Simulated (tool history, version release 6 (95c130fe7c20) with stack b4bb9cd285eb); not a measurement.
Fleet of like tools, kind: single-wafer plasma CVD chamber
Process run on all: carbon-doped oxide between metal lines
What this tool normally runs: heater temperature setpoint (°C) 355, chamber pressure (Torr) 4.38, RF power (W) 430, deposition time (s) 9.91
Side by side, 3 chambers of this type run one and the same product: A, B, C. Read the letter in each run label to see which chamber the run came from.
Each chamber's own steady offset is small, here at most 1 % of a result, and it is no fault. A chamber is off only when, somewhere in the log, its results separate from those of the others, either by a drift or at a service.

run	day	heater temperature setpoint (°C)	chamber pressure (Torr)	RF power (W)	deposition time (s)	hours since the last thermocouple change	hours since the last RF generator calibration	hours since the last manometer calibration	read-back reference wafer on the same gauge, thickness_nm	mean film thickness on the monitor wafer (nm)
1C	0.521	355	4.38	430	9.91	44.7	1226.5	1933.7	51.212	45.246
2A	0.821	355	4.38	430	9.91	945.8	663.9	979.6	51.215	45.408
3B	1.146	355	4.38	430	9.91	1776.6	103.4	1109.5	51.225	45.302
4C	1.421	355	4.38	430	9.91	66.3	1248.1	1955.3	51.229	45.056
5B	1.758	355	4.38	430	9.91	1791.3	118.1	1124.2	51.233	45.383
6A	2.029	355	4.38	430	9.91	974.8	692.9	1008.6	51.237	45.484
7A	2.575	355	4.38	430	9.91	987.9	706.0	1021.7	51.230	45.494
8B	2.900	355	4.38	430	9.91	1818.7	145.5	1151.6	51.252	45.377
9C	3.200	355	4.38	430	9.91	109.0	1290.8	1998.0	51.258	45.140
10C	3.538	355	4.88	430	8.35	117.1	1298.9	2006.1	51.270	38.797
11B	3.825	355	4.88	430	8.35	1840.9	167.7	1173.8	51.279	38.856
12A	4.079	355	4.88	430	8.35	1024.0	742.1	1057.8	51.260	38.989
13C	4.642	355	4.38	430	9.91	143.6	1325.4	2032.6	51.268	45.224
14B	5.158	355	4.38	430	9.91	1872.9	199.7	1205.8	51.283	45.433
15A	5.429	355	4.38	430	9.91	1056.4	774.5	1090.2	51.268	45.532
16B	5.883	355	4.38	430	9.91	1890.3	217.1	1223.2	51.278	45.404
17A	6.171	355	4.38	430	9.91	1074.2	792.3	1108.0	51.283	45.563
# day 6.388: chamber A: RF generator calibrated
18C	6.454	355	5.41	430	9.91	187.1	1368.9	2076.1	51.302	46.526
19A	6.996	355	5.41	430	9.91	1094.0	14.6	1127.8	51.315	46.900
20B	7.558	355	5.41	430	9.91	1930.5	257.3	1263.4	51.308	46.799
21C	7.917	355	4.38	430	9.91	222.2	1404.0	2111.2	51.318	45.196
22C	8.292	355	4.38	430	9.91	231.2	1413.0	2120.2	51.326	45.339
23A	8.621	355	3.87	360	9.91	1133.0	53.6	1166.8	51.330	39.222
24B	9.062	355	3.87	360	9.91	1966.6	293.4	1299.5	51.331	38.934
25A	9.558	355	3.87	360	9.91	1155.5	76.1	1189.3	51.338	39.232
26B	9.862	355	4.38	430	9.91	1985.8	312.6	1318.7	51.352	45.451
27C	10.108	342	4.38	430	9.91	274.8	1456.6	2163.8	51.348	47.095
# day 10.433: chamber C: RF generator calibrated
28B	10.529	342	4.38	430	9.91	2001.8	328.6	1334.7	51.351	47.173
29C	10.838	342	4.38	430	9.91	292.3	9.8	2181.3	51.362	46.937
30A	11.242	355	4.38	430	9.91	1195.9	116.5	1229.7	51.361	45.599
31C	11.771	355	4.82	430	9.91	314.7	32.2	2203.7	51.376	45.915
32A	12.062	355	4.82	430	9.91	1215.6	136.2	1249.4	51.378	46.296
33B	12.442	355	4.82	430	9.91	2047.7	374.5	1380.6	51.384	46.186
34A	12.846	355	4.38	430	9.91	1234.4	155.0	1268.2	51.391	45.666
35B	13.375	345	4.38	405	9.91	2070.1	396.9	1403.0	51.418	44.686
36C	13.646	345	4.38	405	9.91	359.7	77.2	2248.7	51.412	44.765
37B	13.988	345	4.38	405	9.91	2084.8	411.6	1417.7	51.413	44.680
38C	14.371	355	4.38	430	9.91	377.1	94.6	2266.1	51.416	45.351
39A	14.742	355	4.38	430	9.91	1279.9	200.5	1313.7	51.425	45.652
40B	15.279	355	4.38	430	9.91	2115.8	442.6	1448.7	51.434	45.439
41A	15.550	355	4.38	430	9.91	1299.3	219.9	1333.1	51.437	45.662

Does one chamber stand apart from the rest, does the shared gauge drift, or is all well apart from small per-chamber offsets? Give the chamber and the most likely cause, where there is one.

Every chamber seems to shift together because the gauge that measures them all drifts; the chambers themselves are fine.
Cause: gauge reads high (%) = 0.473.
